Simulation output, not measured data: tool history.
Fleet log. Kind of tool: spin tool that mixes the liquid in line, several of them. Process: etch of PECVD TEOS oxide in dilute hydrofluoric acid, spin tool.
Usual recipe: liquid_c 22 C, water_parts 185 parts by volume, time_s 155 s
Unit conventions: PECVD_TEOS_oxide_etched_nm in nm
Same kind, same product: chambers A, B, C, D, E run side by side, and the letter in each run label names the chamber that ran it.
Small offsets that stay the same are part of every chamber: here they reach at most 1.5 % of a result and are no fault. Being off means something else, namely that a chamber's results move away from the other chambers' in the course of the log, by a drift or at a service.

run  hour  liquid_c  water_parts  time_s  hours since the thermometer was replaced  hours since the hydrofluoric acid flow meter was replaced  read-back film thickness of the PECVD TEOS oxide reference wafer, read on the same gauge (nm)  PECVD_TEOS_oxide_etched_nm
 1E   4.4        22          185     155                                     105.9                                                     1274.8                                                                                         119.99                      16.065
 2D   6.6        22          185     155                                     731.8                                                     1139.2                                                                                         120.01                      16.147
 3A   9.4        22          185     155                                     361.5                                                     1030.4                                                                                         119.96                      16.044
 4C  11.3        22          185     155                                    1672.2                                                      639.9                                                                                         119.96                      16.139
 5B  14.3      24.5          105     155                                    1010.4                                                     1899.6                                                                                         119.99                      33.199
 6E  18.3      24.5          105     155                                     119.8                                                     1288.7                                                                                         119.96                      33.246
 7A  20.5      24.5          105     155                                     372.6                                                     1041.5                                                                                         119.99                      33.562
 8D  22.7      24.5          105     155                                     747.9                                                     1155.3                                                                                         120.02                      33.715
 9B  26.6      24.5          105     155                                    1022.7                                                     1911.9                                                                                            120                      32.832
10C  30.2        22          185     155                                    1691.1                                                      658.8                                                                                         120.03                      15.865
11C  33.1        22          185     155                                      1694                                                      661.7                                                                                         119.99                      15.998
12A  36.8        22          185     155                                     388.9                                                     1057.8                                                                                            120                      15.993
13B    39        22          185     155                                    1035.1                                                     1924.3                                                                                         120.01                      15.525
14D  41.2        22          140     155                                     766.4                                                     1173.8                                                                                         119.98                      22.525
15E  45.5        22          140     155                                       147                                                     1315.9                                                                                            120                      21.907
16B  48.3        22          140     155                                    1044.4                                                     1933.6                                                                                         119.97                      21.691
17D  50.6        22          140     155                                     775.8                                                     1183.2                                                                                         119.99                      22.322
18C  53.2        22          140     155                                    1714.1                                                      681.8                                                                                         120.02                      21.771
     53.9  -- chamber C: thermometer replaced
19E  55.8        22          185     155                                     157.3                                                     1326.2                                                                                         120.03                      15.656
20A    58        22          185     155                                     410.1                                                       1079                                                                                            120                      15.881
21C  60.3        22          185     155                                       6.5                                                      688.9                                                                                         119.99                      15.832
22A  64.3        22          185     155                                     416.4                                                     1085.3                                                                                         120.05                      16.113
23D  67.4        22          185     155                                     792.6                                                       1200                                                                                         119.99                      16.888
24B  70.4        22          185     155                                    1066.5                                                     1955.7                                                                                         120.01                      15.695
25E  72.4        22          185     155                                     173.9                                                     1342.8                                                                                         119.97                      15.785
26E  74.3      23.5          185     110                                     175.8                                                     1344.7                                                                                         119.98                      11.723
27C  78.4      23.5          185     110                                      24.6                                                        707                                                                                         120.04                      11.868
28B  81.3      23.5          185     110                                    1077.4                                                     1966.6                                                                                            120                      11.716
29D  83.7      23.5          185     110                                     808.9                                                     1216.3                                                                                            120                      12.653
30A  86.2      23.5          185     110                                     438.3                                                     1107.2                                                                                         120.02                       12.09

Next, every chamber runs the same settings. What will each give?
31A  89.4        22          125     155                                                                                                                                                                                                                               ?
31B  89.4        22          125     155                                                                                                                                                                                                                               ?
31C  89.4        22          125     155                                                                                                                                                                                                                               ?
31D  89.4        22          125     155                                                                                                                                                                                                                               ?
31E  89.4        22          125     155                                                                                                                                                                                                                               ?

run  PECVD_TEOS_oxide_etched_nm
31A                      24.935
31B                      24.716
31C                      24.906
31D                      27.407
31E                      24.842
